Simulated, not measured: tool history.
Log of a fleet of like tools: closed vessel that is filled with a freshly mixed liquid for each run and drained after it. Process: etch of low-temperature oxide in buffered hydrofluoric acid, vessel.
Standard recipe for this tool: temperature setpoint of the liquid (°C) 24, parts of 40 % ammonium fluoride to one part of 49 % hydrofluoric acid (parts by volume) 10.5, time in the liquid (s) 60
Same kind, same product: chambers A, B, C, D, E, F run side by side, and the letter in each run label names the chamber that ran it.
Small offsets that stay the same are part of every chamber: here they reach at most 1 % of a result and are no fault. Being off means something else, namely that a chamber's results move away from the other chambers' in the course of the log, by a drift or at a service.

run,day,temperature setpoint of the liquid (°C),parts of 40 % ammonium fluoride to one part of 49 % hydrofluoric acid (parts by volume),time in the liquid (s),"read-back film thickness of the low-temperature oxide reference wafer, read on the same gauge (nm)",thickness taken off the low-temperature oxide on a monitor wafer (nm)
1D,0.608,24,10.5,60,150,124.39
2C,0.946,24,10.5,60,150,127.03
3E,1.304,24,10.5,60,149.98,126.73
4A,1.758,24,10.5,60,150.01,124.26
5B,2.108,24,10.5,60,149.99,125.36
6F,2.438,24,10.5,60,149.99,125.83
7F,2.992,24,10.5,60,150.02,126.03
8B,3.417,24,10.5,60,150.01,125.01
9C,3.692,24,10.5,60,150.01,126.24
10A,4.167,24,10.5,60,150.01,125.01
11E,4.775,24,10.5,60,150.01,124.71
12D,5.312,24,10.5,60,150,123.83
13B,5.783,24,10.5,60,149.98,126.07
14A,6.279,24,10.5,60,149.98,126
15C,6.875,24,10.5,60,149.99,126.16
16F,7.35,24,10.5,60,150,125.37
17E,7.696,24,10.5,60,149.99,125.53
18D,8.054,24,10.5,60,149.99,124.16
19D,8.479,24,10.5,60,150.02,124.55
20E,9.092,24,10.5,60,150,125.44
21C,9.554,24,10.5,60,149.99,126.05
# day 9.938: chamber B: hydrofluoric acid flow meter replaced
22B,10.05,24,10.5,60,150,124.79
23F,10.621,24,10.5,60,149.99,126.48
24A,11.125,24,10.5,60,150.01,125.15
25E,11.579,24,10.5,60,150.01,125.05
26C,11.862,24,10.5,60,150,125.93
27D,12.454,24,10.5,60,150,124.98
28F,12.858,24,10.5,60,149.99,125.28
29B,13.429,24,10.5,60,149.99,124.6
30A,14.042,24,10.5,60,150,125.63
31A,14.446,24,10.5,60,150,125.06
32B,14.75,24,10.5,60,150.02,125.25
33C,15.212,24,10.5,60,150.01,127.13
34E,15.833,24,8.5,60,149.99,150.16
35D,16.158,24,8.5,60,150,147.81
36F,16.633,24,8.5,60,150.01,149.67
37E,17.042,24,8.5,60,149.99,149.46
38C,17.588,24,8.5,60,149.99,149.32
39F,17.908,24,8.5,60,150.01,149.31
40A,18.433,20.5,10.5,60,150.02,103
41B,18.929,20.5,10.5,60,150.02,103.75
42D,19.429,20.5,10.5,60,150.02,102.47
# day 19.888: chamber E: hydrofluoric acid flow meter replaced
43E,19.946,20.5,10.5,60,149.99,103.66
44C,20.258,20.5,10.5,60,149.99,104.4

Next, every chamber runs the same settings. What will each give?
45A,20.708,24,10.5,60,,?
45B,20.708,24,10.5,60,,?
45C,20.708,24,10.5,60,,?
45D,20.708,24,10.5,60,,?
45E,20.708,24,10.5,60,,?
45F,20.708,24,10.5,60,,?

run,thickness taken off the low-temperature oxide on a monitor wafer (nm)
45A,125.33
45B,124.85
45C,125.84
45D,124.69
45E,125.42
45F,126.13
